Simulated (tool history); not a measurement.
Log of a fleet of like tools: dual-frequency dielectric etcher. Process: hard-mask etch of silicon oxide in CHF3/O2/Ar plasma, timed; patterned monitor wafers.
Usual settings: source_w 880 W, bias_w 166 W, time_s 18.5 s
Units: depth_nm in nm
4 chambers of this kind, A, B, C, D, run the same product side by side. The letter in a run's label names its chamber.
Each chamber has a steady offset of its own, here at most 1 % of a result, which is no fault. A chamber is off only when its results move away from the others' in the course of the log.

run   hour  source_w  bias_w  time_s  read-back reference wafer on the same gauge, depth_nm  depth_nm
 1A      5       880     166    18.5                                                  45.64    41.376
 2C    9.7       880     166    18.5                                                 45.635    41.399
 3D   16.7       880     166    18.5                                                  45.65    41.431
 4B   25.4       880     166    18.5                                                 45.637    41.182
 5B   33.4       880     166    18.5                                                 45.584    41.575
 6A     42       880     166    16.5                                                 45.643    36.334
 7D     48       880     166    16.5                                                 45.549    37.006
 8C   54.3       880     166    16.5                                                 45.653    36.888
 9D   61.9       880     166    16.5                                                   45.6    36.546
      64.2  -- chamber C: wet clean of the chamber
10A   68.5       880     166    18.5                                                 45.671    41.553
11C   75.8       880     166    18.5                                                 45.622    41.402
12B   83.8       880     166    18.5                                                 45.546    41.237
      84.2  -- chamber A: wet clean of the chamber
13C   92.5       880     166    18.5                                                 45.608    41.366
14D   98.3       880     166    18.5                                                 45.602    41.899
15A  104.4       880     166    18.5                                                 45.619    41.169
16B  112.9       880     202    16.5                                                 45.532    39.078
17B  122.4       880     202    16.5                                                 45.615    39.074
18D  127.2       880     202    16.5                                                 45.605    39.513
19A  136.7       880     202    16.5                                                 45.554    39.069
20C    142       880     166    18.5                                                 45.547    41.151
21D  150.4       880     166    18.5                                                 45.594    41.462
22A  156.7       880     166    18.5                                                 45.612    41.106
23B  162.8       880     166    18.5                                                 45.564    41.553
     168.7  -- chamber A: source power generator calibrated
24C  172.6       880     166    18.5                                                 45.576    41.258
25C    179       880     166    18.5                                                 45.639    41.221
26A  188.5       880     166    18.5                                                  45.62    41.408
27B  194.4       880     166    18.5                                                 45.605    41.019
28D  200.9       670     166      24                                                 45.596    48.697
29B  205.3       670     166      24                                                 45.574     47.66
30C  209.6       670     166      24                                                 45.557    48.335
31D  217.3       670     166      24                                                 45.614    48.506
32A  224.3       730     166      16                                                 45.611    33.098
33C  231.8       730     166      16                                                 45.575    33.415
34B  238.2       730     166      16                                                 45.634    33.111

Is one chamber off against the others, does the gauge drift, or is nothing wrong? If a chamber is off, say which, and what the likeliest cause is.

No chamber stands off beyond its own small offset, and the gauge holds steady.
